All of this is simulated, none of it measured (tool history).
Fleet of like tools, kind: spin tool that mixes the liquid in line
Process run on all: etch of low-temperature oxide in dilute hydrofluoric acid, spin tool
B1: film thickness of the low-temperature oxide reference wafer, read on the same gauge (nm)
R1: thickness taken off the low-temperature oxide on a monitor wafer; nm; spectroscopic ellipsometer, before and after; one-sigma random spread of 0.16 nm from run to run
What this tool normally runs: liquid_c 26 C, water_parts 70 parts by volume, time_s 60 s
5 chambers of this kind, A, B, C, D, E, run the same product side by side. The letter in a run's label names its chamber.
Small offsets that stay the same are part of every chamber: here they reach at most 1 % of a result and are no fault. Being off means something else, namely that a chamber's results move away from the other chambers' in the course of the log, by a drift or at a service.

{"run": "1C", "hour": 12.5, "liquid_c": 26, "water_parts": 70, "time_s": 60, "B1": 140.0, "R1": 21.047}
{"run": "2D", "hour": 18.5, "liquid_c": 26, "water_parts": 70, "time_s": 60, "B1": 140.01, "R1": 21.073}
{"run": "3A", "hour": 29.0, "liquid_c": 26, "water_parts": 70, "time_s": 60, "B1": 139.98, "R1": 21.469}
{"run": "4E", "hour": 40.8, "liquid_c": 26, "water_parts": 70, "time_s": 60, "B1": 139.99, "R1": 21.502}
{"run": "5B", "hour": 47.8, "liquid_c": 26, "water_parts": 70, "time_s": 60, "B1": 140.02, "R1": 20.973}
{"run": "6E", "hour": 60.4, "liquid_c": 26, "water_parts": 70, "time_s": 60, "B1": 139.99, "R1": 21.127}
{"run": "7D", "hour": 69.8, "liquid_c": 26, "water_parts": 70, "time_s": 60, "B1": 139.97, "R1": 21.441}
{"run": "8B", "hour": 77.4, "liquid_c": 26, "water_parts": 70, "time_s": 60, "B1": 139.98, "R1": 20.951}
{"run": "9C", "hour": 88.9, "liquid_c": 26, "water_parts": 70, "time_s": 60, "B1": 140.0, "R1": 21.119}
{"run": "10A", "hour": 96.2, "liquid_c": 26, "water_parts": 70, "time_s": 60, "B1": 140.01, "R1": 21.261}
{"run": "11B", "hour": 108.9, "liquid_c": 26, "water_parts": 55, "time_s": 85, "B1": 140.03, "R1": 38.74}
{"run": "12A", "hour": 119.6, "liquid_c": 26, "water_parts": 55, "time_s": 85, "B1": 140.01, "R1": 39.127}
{"run": "13D", "hour": 127.9, "liquid_c": 26, "water_parts": 55, "time_s": 85, "B1": 139.99, "R1": 39.255}
{"run": "14E", "hour": 138.8, "liquid_c": 26, "water_parts": 55, "time_s": 85, "B1": 140.02, "R1": 39.078}
{"run": "15C", "hour": 146.6, "liquid_c": 26, "water_parts": 55, "time_s": 85, "B1": 140.02, "R1": 39.119}
{"run": "16E", "hour": 156.0, "liquid_c": 26, "water_parts": 70, "time_s": 60, "B1": 140.0, "R1": 21.284}
{"run": "17A", "hour": 162.5, "liquid_c": 26, "water_parts": 70, "time_s": 60, "B1": 139.97, "R1": 21.576}
{"run": "18D", "hour": 171.9, "liquid_c": 26, "water_parts": 70, "time_s": 60, "B1": 139.99, "R1": 21.369}
{"run": "19B", "hour": 183.4, "liquid_c": 21, "water_parts": 70, "time_s": 60, "B1": 139.96, "R1": 17.439}
{"run": "20C", "hour": 189.6, "liquid_c": 21, "water_parts": 70, "time_s": 60, "B1": 139.96, "R1": 17.292}
{"hour": 190.3, "done": "chamber C: hydrofluoric acid flow meter replaced"}
{"run": "21A", "hour": 201.0, "liquid_c": 21, "water_parts": 70, "time_s": 60, "B1": 139.98, "R1": 17.261}
{"run": "22B", "hour": 208.1, "liquid_c": 21, "water_parts": 70, "time_s": 60, "B1": 140.0, "R1": 17.192}
{"run": "23C", "hour": 219.2, "liquid_c": 21, "water_parts": 70, "time_s": 60, "B1": 139.99, "R1": 17.194}
{"run": "24E", "hour": 228.0, "liquid_c": 26, "water_parts": 70, "time_s": 60, "B1": 140.01, "R1": 21.061}
{"run": "25D", "hour": 235.9, "liquid_c": 26, "water_parts": 70, "time_s": 60, "B1": 140.0, "R1": 21.074}
{"run": "26D", "hour": 245.5, "liquid_c": 26, "water_parts": 70, "time_s": 60, "B1": 140.0, "R1": 20.891}
{"run": "27A", "hour": 255.5, "liquid_c": 26, "water_parts": 70, "time_s": 60, "B1": 139.99, "R1": 21.25}
{"run": "28C", "hour": 266.4, "liquid_c": 26, "water_parts": 70, "time_s": 60, "B1": 139.99, "R1": 20.894}
{"run": "29E", "hour": 273.4, "liquid_c": 26, "water_parts": 70, "time_s": 60, "B1": 139.99, "R1": 21.41}
{"run": "30B", "hour": 282.3, "liquid_c": 26, "water_parts": 70, "time_s": 60, "B1": 140.01, "R1": 20.994}
{"hour": 283.2, "done": "chamber B: thermometer replaced"}
{"run": "31B", "hour": 291.0, "liquid_c": 26, "water_parts": 80, "time_s": 60, "B1": 140.03, "R1": 18.496}

Which is it: a chamber that has drifted or been left off by a service, a gauge drift common to all chambers, or only each chamber's usual small offset? If a chamber is off, name it and its likeliest cause.

No chamber is off and the gauge is stable; the differences are just each chamber's small, constant offset.
